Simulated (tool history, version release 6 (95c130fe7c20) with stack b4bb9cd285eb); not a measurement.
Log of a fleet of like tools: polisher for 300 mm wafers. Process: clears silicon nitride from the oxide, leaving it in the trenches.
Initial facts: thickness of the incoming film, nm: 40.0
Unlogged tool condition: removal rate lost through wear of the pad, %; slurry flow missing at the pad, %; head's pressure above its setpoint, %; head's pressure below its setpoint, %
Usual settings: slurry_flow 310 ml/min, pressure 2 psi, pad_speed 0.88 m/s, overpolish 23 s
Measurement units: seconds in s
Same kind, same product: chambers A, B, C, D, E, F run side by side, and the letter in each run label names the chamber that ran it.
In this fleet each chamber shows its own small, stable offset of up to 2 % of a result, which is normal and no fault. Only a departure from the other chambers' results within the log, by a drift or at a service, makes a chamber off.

run	hour	slurry_flow	pressure	pad_speed	overpolish	wafers polished on this pad	hours since the slurry nozzle was cleaned	hours since the head pressure was calibrated	seconds
# hour 7.1: chamber F: worn pad replaced by a new one
# hour 10.6: chamber C: worn pad replaced by a new one
1E	12.3	310	2	0.88	23	645	366.6	867	68.36
# hour 15.6: chamber D: head pressure recalibrated
# hour 15.9: chamber D: slurry nozzle cleaned
2C	18.3	310	2	0.88	23	93	228.3	140.8	67.887
3F	24.4	310	2	0.88	23	208	314.1	550.6	68.437
# hour 31.6: chamber A: worn pad replaced by a new one
4D	34.3	310	2	0.88	23	941	18.5	18.7	68.636
# hour 39.8: chamber B: slurry nozzle cleaned
5A	44.7	310	2	0.88	23	158	131.7	843.5	68.675
# hour 47.3: chamber F: head pressure recalibrated
# hour 50.9: chamber D: worn pad replaced by a new one
# hour 51: chamber B: worn pad replaced by a new one
6B	55.7	310	2	0.88	23	57	16	430.5	69.195
7B	63	310	2	0.88	23	145	23.3	437.8	69.574
8D	69.7	310	2	0.88	23	227	53.9	54.1	67.523
9C	78.5	310	2	0.88	23	819	288.5	201	67.876
# hour 81.4: chamber E: worn pad replaced by a new one
10E	91.2	310	2	0.88	23	119	445.5	945.9	68.441
# hour 93.1: chamber C: worn pad replaced by a new one
11A	104.1	310	2	0.88	23	874	191.1	902.9	68.685
12F	111.4	310	2	0.88	23	1257	401.1	64.1	67.586
# hour 116: chamber A: worn pad replaced by a new one
13C	118.5	310	2	0.88	23	306	328.5	241	69.242
14D	125.4	310	2	0.88	23	898	109.6	109.8	68.212
# hour 125.5: chamber F: worn pad replaced by a new one
# hour 129.9: chamber A: head pressure recalibrated
# hour 138.4: chamber B: worn pad replaced by a new one
15E	138.6	310	2	0.88	23	690	492.9	993.3	70.01
# hour 143.4: chamber D: worn pad replaced by a new one
16B	147.6	310	2	1.04	13	110	107.9	522.4	58.142
17F	155.5	310	2	1.04	13	362	445.2	108.2	57.399
# hour 161.3: chamber E: slurry nozzle cleaned
18A	162.3	310	2	1.04	13	558	249.3	32.4	57.988
# hour 165: chamber C: worn pad replaced by a new one
19C	175.1	310	2	1.04	13	122	385.1	297.6	57.901
# hour 175.2: chamber F: slurry nozzle cleaned
20D	184	310	2	1.04	13	489	168.2	168.4	58.339
# hour 189.9: chamber E: worn pad replaced by a new one
21A	193.3	310	2	1.04	13	931	280.3	63.4	57.409
# hour 201.7: chamber A: worn pad replaced by a new one
22E	206.1	310	2	0.88	23	195	44.8	1060.8	66.488
23F	216	310	2	0.88	23	1091	40.8	168.7	67.96
# hour 224.9: chamber B: worn pad replaced by a new one
24B	225.7	255	1.5	0.88	23	10	186	600.5	93.951
# hour 232: chamber D: worn pad replaced by a new one
25C	232.8	255	1.5	0.88	23	817	442.8	355.3	91.052
# hour 238.9: chamber F: worn pad replaced by a new one
26E	239.6	255	1.5	0.88	23	599	78.3	1094.3	89.321
# hour 248.4: chamber C: worn pad replaced by a new one
27D	248.4	255	1.5	0.88	23	198	232.6	232.8	93.148
28A	258.6	255	1.5	0.88	23	686	345.6	128.7	91.544
# hour 268.8: chamber B: slurry nozzle cleaned
29F	269.7	255	1.5	0.88	23	371	94.5	222.4	91.103
30B	281.7	310	2	0.88	23	685	12.9	656.5	69.143
# hour 290.6: chamber E: worn pad replaced by a new one
31A	290.9	310	2	0.88	23	1076	377.9	161	68.435
# hour 297.7: chamber A: worn pad replaced by a new one
32E	298.6	310	2	0.88	23	96	137.3	1153.3	64.382
# hour 305.6: chamber D: worn pad replaced by a new one
# hour 309.6: chamber B: worn pad replaced by a new one
33F	310.1	310	2	0.88	23	858	134.9	262.8	67.686
34D	320.3	310	2	0.88	23	177	304.5	304.7	68.917
# hour 328.2: chamber C: worn pad replaced by a new one
35C	333.8	310	2	0.88	23	67	543.8	456.3	68.089
36B	346.3	310	2	0.88	23	443	77.5	721.1	69.247
37A	358.9	310	2	0.88	23	738	445.9	229	68.249
# hour 368.5: chamber F: worn pad replaced by a new one
38D	370	310	2	0.88	23	776	354.2	354.4	67.948
# hour 372.3: chamber D: slurry nozzle cleaned
# hour 376.7: chamber B: head pressure recalibrated
39B	381.6	310	2	0.88	23	868	112.8	5	69.424
# hour 384: chamber D: worn pad replaced by a new one
40F	388.3	310	2	0.88	23	239	213.1	341	68.066
# hour 390.4: chamber D: head pressure recalibrated
# hour 394.2: chamber E: worn pad replaced by a new one
41E	398.3	310	2	0.88	23	49	237	1253	61.966
# hour 402.8: chamber C: worn pad replaced by a new one
42C	408.2	310	2	0.88	23	65	618.2	530.7	68.761
43D	419.1	310	2	0.88	23	424	46.9	28.7	68.469

All 6 chambers run these settings next. Forecast each chamber's results:
44A	428.7	310	2	0.88	32				?
44B	428.7	310	2	0.88	32				?
44C	428.7	310	2	0.88	32				?
44D	428.7	310	2	0.88	32				?
44E	428.7	310	2	0.88	32				?
44F	428.7	310	2	0.88	32				?

run	seconds
44A	68.561
44B	69.991
44C	68.638
44D	68.579
44E	61.604
44F	66.785

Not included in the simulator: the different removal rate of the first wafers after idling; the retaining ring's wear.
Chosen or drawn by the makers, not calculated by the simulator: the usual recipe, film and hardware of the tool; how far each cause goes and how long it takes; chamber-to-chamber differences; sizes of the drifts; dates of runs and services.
